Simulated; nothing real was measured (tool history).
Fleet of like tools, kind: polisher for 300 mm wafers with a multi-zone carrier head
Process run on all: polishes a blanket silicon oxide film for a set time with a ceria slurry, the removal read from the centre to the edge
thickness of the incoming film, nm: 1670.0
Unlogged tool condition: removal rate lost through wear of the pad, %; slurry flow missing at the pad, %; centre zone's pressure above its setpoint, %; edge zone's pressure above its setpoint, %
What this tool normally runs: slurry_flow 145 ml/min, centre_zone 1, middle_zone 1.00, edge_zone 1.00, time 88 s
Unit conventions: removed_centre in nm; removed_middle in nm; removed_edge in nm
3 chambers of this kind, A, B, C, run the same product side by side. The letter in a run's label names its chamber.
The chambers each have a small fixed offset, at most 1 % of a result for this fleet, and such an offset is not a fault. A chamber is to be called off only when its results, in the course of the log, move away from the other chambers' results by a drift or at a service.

| run | day | slurry_flow | centre_zone | middle_zone | edge_zone | time | wafers polished on this pad | hours since the slurry nozzle was cleaned | hours since the centre zone pressure was calibrated | hours since the edge zone pressure was calibrated | removed_centre | removed_middle | removed_edge |
|---|---|---|---|---|---|---|---|---|---|---|---|---|---|
|  | 0.204 | chamber B: edge zone pressure recalibrated |
| 1A | 0.492 | 145 | 1 | 1.00 | 1.00 | 88 | 683 | 454.3 | 193.4 | 863.0 | 207.47 | 203.80 | 202.62 |
|  | 0.575 | chamber C: worn pad replaced by a new one |
| 2C | 1.100 | 145 | 1 | 1.00 | 1.00 | 88 | 84 | 195.3 | 461.1 | 60.1 | 207.95 | 207.98 | 208.43 |
| 3B | 1.438 | 145 | 1 | 1.00 | 1.00 | 88 | 411 | 292.0 | 116.6 | 29.6 | 208.46 | 206.90 | 203.82 |
| 4A | 1.912 | 145 | 1 | 1.00 | 1.00 | 88 | 910 | 488.4 | 227.5 | 897.1 | 208.00 | 204.58 | 207.78 |
| 5C | 2.458 | 185 | 1 | 0.89 | 1.00 | 88 | 300 | 227.9 | 493.7 | 92.7 | 216.42 | 192.92 | 215.56 |
| 6B | 3.071 | 185 | 1 | 0.89 | 1.00 | 88 | 671 | 331.2 | 155.8 | 68.8 | 217.08 | 192.88 | 211.09 |
| 7B | 3.388 | 185 | 1 | 0.89 | 1.00 | 88 | 722 | 338.8 | 163.4 | 76.4 | 213.26 | 193.13 | 215.47 |
|  | 3.504 | chamber B: worn pad replaced by a new one |
|  | 3.662 | chamber C: slurry nozzle cleaned |
| 8C | 3.754 | 145 | 1 | 1.00 | 1.00 | 88 | 507 | 2.2 | 524.8 | 123.8 | 205.94 | 209.62 | 208.79 |
| 9A | 4.362 | 145 | 1 | 1.00 | 1.00 | 88 | 1300 | 547.2 | 286.3 | 955.9 | 204.23 | 205.66 | 206.66 |
|  | 4.738 | chamber C: centre zone pressure recalibrated |
|  | 4.792 | chamber A: worn pad replaced by a new one |
| 10A | 5.004 | 145 | 1 | 1.00 | 1.09 | 88 | 34 | 562.6 | 301.7 | 971.3 | 204.36 | 205.52 | 215.44 |
|  | 5.050 | chamber A: centre zone pressure recalibrated |
|  | 5.242 | chamber C: worn pad replaced by a new one |
| 11B | 5.667 | 145 | 1 | 1.00 | 1.09 | 88 | 344 | 393.5 | 218.1 | 131.1 | 205.40 | 205.13 | 207.70 |
| 12C | 6.012 | 145 | 1 | 1.00 | 1.09 | 88 | 123 | 56.4 | 30.6 | 178.0 | 230.66 | 205.96 | 218.73 |
| 13C | 6.600 | 145 | 1 | 1.00 | 1.00 | 88 | 216 | 70.5 | 44.7 | 192.1 | 224.27 | 207.63 | 208.02 |
| 14B | 7.204 | 145 | 1 | 0.91 | 0.88 | 88 | 589 | 430.4 | 255.0 | 168.0 | 205.61 | 189.68 | 191.11 |
| 15A | 7.704 | 145 | 1 | 0.91 | 0.88 | 88 | 464 | 627.4 | 63.7 | 1036.1 | 209.96 | 185.94 | 192.82 |
| 16B | 8.008 | 145 | 1 | 0.91 | 0.88 | 88 | 717 | 449.7 | 274.3 | 187.3 | 207.95 | 188.57 | 193.47 |
| 17A | 8.667 | 145 | 1 | 1.00 | 1.00 | 88 | 617 | 650.5 | 86.8 | 1059.2 | 203.52 | 203.28 | 206.19 |
| 18C | 9.054 | 145 | 1 | 1.00 | 1.00 | 88 | 607 | 129.4 | 103.6 | 251.0 | 228.82 | 209.95 | 202.26 |
|  | 9.088 | chamber B: worn pad replaced by a new one |
|  | 9.317 | chamber C: worn pad replaced by a new one |
| 19A | 9.708 | 145 | 1 | 1.00 | 1.00 | 88 | 783 | 675.5 | 111.8 | 1084.2 | 206.51 | 205.01 | 203.51 |
| 20C | 10.150 | 145 | 1 | 1.09 | 1.00 | 88 | 133 | 155.7 | 129.9 | 277.3 | 232.27 | 221.15 | 208.79 |
| 21B | 10.558 | 145 | 1 | 1.09 | 1.00 | 88 | 234 | 510.9 | 335.5 | 248.5 | 201.90 | 221.40 | 201.79 |
| 22A | 11.188 | 145 | 1 | 1.09 | 1.00 | 88 | 1019 | 711.0 | 147.3 | 1119.7 | 210.65 | 220.06 | 209.35 |
| 23B | 11.479 | 145 | 1 | 1.00 | 1.00 | 88 | 381 | 533.0 | 357.6 | 270.6 | 204.56 | 202.31 | 203.23 |
| 24C | 11.779 | 145 | 1 | 1.00 | 1.00 | 88 | 392 | 194.8 | 169.0 | 316.4 | 231.09 | 208.12 | 209.42 |
| 25A | 12.288 | 145 | 1 | 1.00 | 1.00 | 88 | 1194 | 737.4 | 173.7 | 1146.1 | 208.65 | 201.52 | 204.22 |

For the next run the whole fleet of 3 chambers uses the same settings. Give each chamber's results:
| 26A | 12.771 | 145 | 1 | 1.00 | 0.95 | 88 |  |  |  |  | ? | ? | ? |
| 26B | 12.771 | 145 | 1 | 1.00 | 0.95 | 88 |  |  |  |  | ? | ? | ? |
| 26C | 12.771 | 145 | 1 | 1.00 | 0.95 | 88 |  |  |  |  | ? | ? | ? |

| run | removed_centre | removed_middle | removed_edge |
|---|---|---|---|
| 26A | 206.43 | 202.38 | 198.01 |
| 26B | 205.96 | 204.94 | 204.17 |
| 26C | 230.07 | 207.27 | 207.70 |
